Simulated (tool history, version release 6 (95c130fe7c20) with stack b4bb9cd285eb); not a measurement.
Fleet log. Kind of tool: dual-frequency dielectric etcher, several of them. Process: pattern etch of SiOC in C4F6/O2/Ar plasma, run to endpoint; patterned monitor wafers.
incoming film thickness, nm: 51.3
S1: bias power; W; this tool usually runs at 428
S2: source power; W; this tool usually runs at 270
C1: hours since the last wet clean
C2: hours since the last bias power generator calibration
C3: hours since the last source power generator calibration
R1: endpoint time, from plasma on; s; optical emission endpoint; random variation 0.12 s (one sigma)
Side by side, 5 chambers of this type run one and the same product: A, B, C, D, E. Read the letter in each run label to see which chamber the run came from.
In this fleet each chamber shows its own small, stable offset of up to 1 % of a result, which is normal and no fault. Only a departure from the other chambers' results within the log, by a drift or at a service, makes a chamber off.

At day 0.342: chamber C: wet clean of the chamber.
Run 1D, day 0.4: usual settings; C1 46.5; C2 3116.7; C3 221.4. Result: R1 21.276 s.
At day 0.417: chamber E: bias power generator calibrated.
Run 2C, day 0.617: usual settings; C1 6.6; C2 2337.6; C3 62.2. Result: R1 21.478 s.
Run 3A, day 0.933: usual settings; C1 87.5; C2 876.7; C3 2407.6. Result: R1 21.249 s.
Run 4B, day 1.392: usual settings; C1 181.2; C2 2773.5; C3 1301.2. Result: R1 21.114 s.
Run 5E, day 1.812: usual settings; C1 417.4; C2 33.5; C3 2713.3. Result: R1 21.147 s.
Run 6A, day 2.275: usual settings; C1 119.7; C2 908.9; C3 2439.8. Result: R1 21.153 s.
Run 7D, day 2.742: usual settings; C1 102.7; C2 3172.9; C3 277.6. Result: R1 20.91 s.
Run 8B, day 3.067: usual settings but S2 300 W; C1 221.4; C2 2813.7; C3 1341.4. Result: R1 20.517 s.
Run 9C, day 3.533: usual settings but S2 300 W; C1 76.6; C2 2407.6; C3 132.2. Result: R1 20.36 s.
Run 10E, day 4.017: usual settings but S2 300 W; C1 470.3; C2 86.4; C3 2766.2. Result: R1 20.165 s.
Run 11D, day 4.5: usual settings but S2 300 W; C1 144.9; C2 3215.1; C3 319.8. Result: R1 20.033 s.
Run 12A, day 4.754: usual settings but S2 300 W; C1 179.2; C2 968.4; C3 2499.3. Result: R1 20.338 s.
At day 4.892: chamber E: wet clean of the chamber.
Run 13B, day 5.242: usual settings; C1 273.6; C2 2865.9; C3 1393.6. Result: R1 21.352 s.
Run 14C, day 5.467: usual settings; C1 123; C2 2454; C3 178.6. Result: R1 21.283 s.
Run 15E, day 5.821: usual settings but S2 320 W; C1 22.3; C2 129.7; C3 2809.5. Result: R1 18.779 s.
Run 16C, day 6.312: usual settings but S2 320 W; C1 143.3; C2 2474.3; C3 198.9. Result: R1 19.98 s.
Run 17B, day 6.596: usual settings but S2 320 W; C1 306.1; C2 2898.4; C3 1426.1. Result: R1 19.934 s.
Run 18E, day 6.971: usual settings but S2 320 W; C1 49.9; C2 157.3; C3 2837.1. Result: R1 18.863 s.
Run 19D, day 7.412: usual settings but S2 320 W; C1 214.8; C2 3285; C3 389.7. Result: R1 19.606 s.
Run 20A, day 7.625: usual settings; C1 248.1; C2 1037.3; C3 2568.2. Result: R1 21.348 s.
Run 21C, day 8.071: usual settings; C1 185.5; C2 2516.5; C3 241.1. Result: R1 21.406 s.
Run 22A, day 8.392: usual settings; C1 266.5; C2 1055.7; C3 2586.6. Result: R1 21.176 s.
Run 23E, day 8.671: usual settings; C1 90.7; C2 198.1; C3 2877.9. Result: R1 20.147 s.
Run 24D, day 8.946: usual settings; C1 251.6; C2 3321.8; C3 426.5. Result: R1 21.049 s.
Run 25B, day 9.221: usual settings but S2 290 W; C1 369.1; C2 2961.4; C3 1489.1. Result: R1 20.676 s.
Run 26E, day 9.675: usual settings but S2 290 W; C1 114.8; C2 222.2; C3 2902. Result: R1 19.67 s.
At day 9.833: chamber B: wet clean of the chamber.
Run 27C, day 10.112: usual settings but S2 290 W; C1 234.5; C2 2565.5; C3 290.1. Result: R1 20.828 s.
Run 28D, day 10.446: usual settings but S2 290 W; C1 287.6; C2 3357.8; C3 462.5. Result: R1 20.288 s.
Run 29A, day 10.775: usual settings but S2 290 W; C1 323.7; C2 1112.9; C3 2643.8. Result: R1 20.593 s.
Run 30B, day 11.042: usual settings; C1 29.1; C2 3005.1; C3 1532.8. Result: R1 21.032 s.
Run 31C, day 11.296: usual settings; C1 262.9; C2 2593.9; C3 318.5. Result: R1 21.436 s.
Run 32B, day 11.738: usual settings; C1 45.8; C2 3021.8; C3 1549.5. Result: R1 21.065 s.
Run 33D, day 12.188: usual settings; C1 329.4; C2 3399.6; C3 504.3. Result: R1 20.808 s.
Run 34E, day 12.479: usual settings; C1 182.1; C2 289.5; C3 2969.3. Result: R1 20.289 s.
Run 35A, day 12.967: usual settings; C1 376.3; C2 1165.5; C3 2696.4. Result: R1 21.217 s.
Run 36A, day 13.292: usual settings; C1 384.1; C2 1173.3; C3 2704.2. Result: R1 21.152 s.
Run 37D, day 13.583: usual settings; C1 362.9; C2 3433.1; C3 537.8. Result: R1 20.906 s.
Run 38B, day 13.971: usual settings; C1 99.4; C2 3075.4; C3 1603.1. Result: R1 20.988 s.
Run 39E, day 14.45: usual settings but S2 220 W; C1 229.4; C2 336.8; C3 3016.6. Result: R1 21.687 s.

Next, every chamber runs the same settings. What will each give?
Run 40A, day 14.8: usual settings but S2 300 W. Result: R1 ?.
Run 40B, day 14.8: usual settings but S2 300 W. Result: R1 ?.
Run 40C, day 14.8: usual settings but S2 300 W. Result: R1 ?.
Run 40D, day 14.8: usual settings but S2 300 W. Result: R1 ?.
Run 40E, day 14.8: usual settings but S2 300 W. Result: R1 ?.

run      R1
40A  20.491
40B  20.399
40C  20.214
40D   20.06
40E  19.355
